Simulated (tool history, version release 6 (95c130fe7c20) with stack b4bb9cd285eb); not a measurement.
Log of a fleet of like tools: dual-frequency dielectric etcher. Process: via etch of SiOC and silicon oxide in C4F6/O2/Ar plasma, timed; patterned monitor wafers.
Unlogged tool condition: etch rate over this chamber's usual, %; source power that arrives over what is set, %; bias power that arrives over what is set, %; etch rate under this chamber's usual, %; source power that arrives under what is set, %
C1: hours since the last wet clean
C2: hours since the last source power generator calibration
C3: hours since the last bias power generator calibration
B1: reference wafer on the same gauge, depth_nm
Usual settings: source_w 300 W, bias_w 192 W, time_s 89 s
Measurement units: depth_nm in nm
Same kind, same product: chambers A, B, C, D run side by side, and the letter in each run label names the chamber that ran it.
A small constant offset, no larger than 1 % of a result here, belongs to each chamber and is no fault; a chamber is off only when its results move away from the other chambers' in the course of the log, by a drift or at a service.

run 1B hour=4.8 | source_w=300 bias_w=192 time_s=89 | C1=12.2 C2=1979.7 C3=2523.3 | B1=74.837 | depth_nm=93.025
run 2A hour=7.6 | source_w=300 bias_w=192 time_s=89 | C1=143.6 C2=3017.6 C3=1124.7 | B1=74.786 | depth_nm=92.555
run 3C hour=9.9 | source_w=300 bias_w=192 time_s=89 | C1=420.4 C2=4230.5 C3=650 | B1=74.817 | depth_nm=92.8
run 4D hour=14.6 | source_w=300 bias_w=192 time_s=89 | C1=416.4 C2=2271.2 C3=792.5 | B1=74.816 | depth_nm=92.368
run 5C hour=19.7 | source_w=300 bias_w=192 time_s=89 | C1=430.2 C2=4240.3 C3=659.8 | B1=74.813 | depth_nm=92.457
run 6B hour=22.6 | source_w=300 bias_w=192 time_s=89 | C1=30 C2=1997.5 C3=2541.1 | B1=74.77 | depth_nm=92.779
run 7D hour=25.8 | source_w=300 bias_w=192 time_s=89 | C1=427.6 C2=2282.4 C3=803.7 | B1=74.79 | depth_nm=91.805
run 8A hour=30.5 | source_w=300 bias_w=192 time_s=89 | C1=166.5 C2=3040.5 C3=1147.6 | B1=74.878 | depth_nm=91.957
run 9A hour=32.9 | source_w=300 bias_w=192 time_s=89 | C1=168.9 C2=3042.9 C3=1150 | B1=74.723 | depth_nm=92.598
run 10D hour=35.3 | source_w=300 bias_w=192 time_s=89 | C1=437.1 C2=2291.9 C3=813.2 | B1=74.8 | depth_nm=91.647
run 11B hour=38.9 | source_w=300 bias_w=192 time_s=89 | C1=46.3 C2=2013.8 C3=2557.4 | B1=74.769 | depth_nm=92.341
run 12C hour=43.1 | source_w=300 bias_w=192 time_s=89 | C1=453.6 C2=4263.7 C3=683.2 | B1=74.845 | depth_nm=92.485
run 13D hour=47.7 | source_w=300 bias_w=192 time_s=89 | C1=449.5 C2=2304.3 C3=825.6 | B1=74.803 | depth_nm=92.577
run 14C hour=52.9 | source_w=300 bias_w=160 time_s=109 | C1=463.4 C2=4273.5 C3=693 | B1=74.82 | depth_nm=106.48
run 15B hour=57.3 | source_w=300 bias_w=160 time_s=109 | C1=64.7 C2=2032.2 C3=2575.8 | B1=74.865 | depth_nm=106.59
-- hour=60.8 chamber D: wet clean of the chamber
run 16A hour=62.5 | source_w=300 bias_w=160 time_s=109 | C1=198.5 C2=3072.5 C3=1179.6 | B1=74.777 | depth_nm=106.57
run 17C hour=67.5 | source_w=300 bias_w=160 time_s=109 | C1=478 C2=4288.1 C3=707.6 | B1=74.842 | depth_nm=106.87
run 18B hour=72.7 | source_w=300 bias_w=192 time_s=89 | C1=80.1 C2=2047.6 C3=2591.2 | B1=74.814 | depth_nm=92.39
run 19A hour=76 | source_w=300 bias_w=192 time_s=89 | C1=212 C2=3086 C3=1193.1 | B1=74.825 | depth_nm=92.523
run 20D hour=80 | source_w=300 bias_w=192 time_s=89 | C1=19.2 C2=2336.6 C3=857.9 | B1=74.901 | depth_nm=87.202
run 21B hour=85 | source_w=300 bias_w=192 time_s=89 | C1=92.4 C2=2059.9 C3=2603.5 | B1=74.803 | depth_nm=92.146
run 22C hour=90.2 | source_w=300 bias_w=192 time_s=89 | C1=500.7 C2=4310.8 C3=730.3 | B1=74.89 | depth_nm=92.253
run 23A hour=93.3 | source_w=330 bias_w=192 time_s=101.5 | C1=229.3 C2=3103.3 C3=1210.4 | B1=74.745 | depth_nm=109.81
run 24D hour=97.2 | source_w=330 bias_w=192 time_s=101.5 | C1=36.4 C2=2353.8 C3=875.1 | B1=74.757 | depth_nm=104.06

Which is it: a chamber that has drifted or been left off by a service, a gauge drift common to all chambers, or only each chamber's usual small offset? If a chamber is off, name it and its likeliest cause.

After it was serviced, chamber D no longer matches the other chambers.
Most likely cause: etch rate under this chamber's usual, % = 4.97.

Here are 4 candidates for chamber D's next run, each the usual settings with a change, their results left as question marks. Which one brings its results back in line with what the others give on the usual settings?
In-line tolerance around the mean of the other chambers on the usual settings: depth_nm 1.2 nm
run 25D-1 hour=101 | source_w=300 bias_w=192 time_s=91.5 | depth_nm=?
run 25D-2 hour=101 | source_w=300 bias_w=192 time_s=86.5 | depth_nm=?
run 25D-3 hour=101 | source_w=300 bias_w=161 time_s=89 | depth_nm=?
run 25D-4 hour=101 | source_w=300 bias_w=194 time_s=93.5 | depth_nm=?

Usual-settings mean across the other chambers: depth_nm 92.503 nm
run=25D-1 depth_nm=90.223
run=25D-2 depth_nm=85.292
run=25D-3 depth_nm=82.92
run=25D-4 depth_nm=92.509
It is 25D-4 that realigns the chamber with its peers.
